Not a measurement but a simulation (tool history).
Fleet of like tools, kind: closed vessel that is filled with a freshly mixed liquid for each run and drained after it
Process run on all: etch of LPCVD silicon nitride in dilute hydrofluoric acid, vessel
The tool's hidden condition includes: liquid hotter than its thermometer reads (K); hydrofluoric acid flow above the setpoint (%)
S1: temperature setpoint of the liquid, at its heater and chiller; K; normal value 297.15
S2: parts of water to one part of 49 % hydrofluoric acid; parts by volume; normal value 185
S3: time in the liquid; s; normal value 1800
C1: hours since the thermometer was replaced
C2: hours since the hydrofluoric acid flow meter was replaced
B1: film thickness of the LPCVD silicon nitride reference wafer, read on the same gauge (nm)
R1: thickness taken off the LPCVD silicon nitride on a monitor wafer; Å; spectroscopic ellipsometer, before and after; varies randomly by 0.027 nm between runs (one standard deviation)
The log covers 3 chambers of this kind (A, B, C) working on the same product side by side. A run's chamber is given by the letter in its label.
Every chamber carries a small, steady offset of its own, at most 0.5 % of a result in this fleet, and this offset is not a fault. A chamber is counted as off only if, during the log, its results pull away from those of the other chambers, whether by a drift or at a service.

run	hour	S1	S2	S3	C1	C2	B1	R1
1C	5.4	297.15	185	1800	857.1	767.5	150.01	53.827
2B	13.4	297.15	185	1800	1601.9	388	150	53.982
3A	19.5	297.15	185	1800	349.8	808.6	149.99	54.485
4A	26.6	297.15	185	1800	356.9	815.7	150.03	54.412
5C	31.6	297.15	185	1800	883.3	793.7	150.02	53.794
6B	36.2	297.15	135	2200	1624.7	410.8	150.02	90.878
7B	41.7	297.15	135	2200	1630.2	416.3	150.02	91.308
8A	46.8	297.15	135	2200	377.1	835.9	149.96	90.456
9C	54.8	297.15	185	1800	906.5	816.9	149.98	53.384
10B	60.5	297.15	105	1215	1649	435.1	149.97	65.535
11A	65.5	297.15	105	1215	395.8	854.6	150.01	63.651
12C	70	297.15	105	1215	921.7	832.1	150.01	62.971
13B	77.2	297.15	185	1800	1665.7	451.8	149.96	55.929
14A	82.6	297.15	260	2835	412.9	871.7	150	60.957
15C	89.5	297.15	260	2835	941.2	851.6	150	60.63
16B	96.3	297.15	260	2835	1684.8	470.9	149.97	63.093
17A	103.3	297.15	185	1800	433.6	892.4	149.99	54.286
18C	108	297.15	185	1800	959.7	870.1	150.03	53.921
19A	115.1	297.15	185	1800	445.4	904.2	150.02	54.205
20B	122.8	299.15	220	1800	1711.3	497.4	150.02	54.241
21C	130.3	299.15	220	1800	982	892.4	150.04	51.582
22A	135.1	299.15	220	1800	465.4	924.2	150.05	52.101
23B	139.4	297.15	185	1800	1727.9	514	150.01	58

What goes on in this fleet: one chamber off, a drifting gauge, or nothing beyond the chambers' own small offsets? Name the chamber and the cause, if any.

Chamber B drifts away from the others.
Cause: hydrofluoric acid flow above the setpoint (%) = 7.79.
The log may not separate it from: liquid hotter than its thermometer reads (K).

Here are 4 candidates for chamber B's next run, each the usual settings with a change, their results left as question marks. Which one brings its results back in line with what the others give on the usual settings?
In line here means within this much of the mean the other chambers give on the usual settings: R1 0.94 Å
24B-1	146.2	297.15	190	1765				?
24B-2	146.2	297.15	180	1875				?
24B-3	146.2	297.15	200	1800				?
24B-4	146.2	297.15	185	1870				?

Average result of the remaining chambers running the usual settings: R1 54.136 Å
run	R1
24B-1	55.479
24B-2	62.225
24B-3	53.738
24B-4	60.377
The right change is 24B-3: it brings the chamber back within the allowed miss of the others.
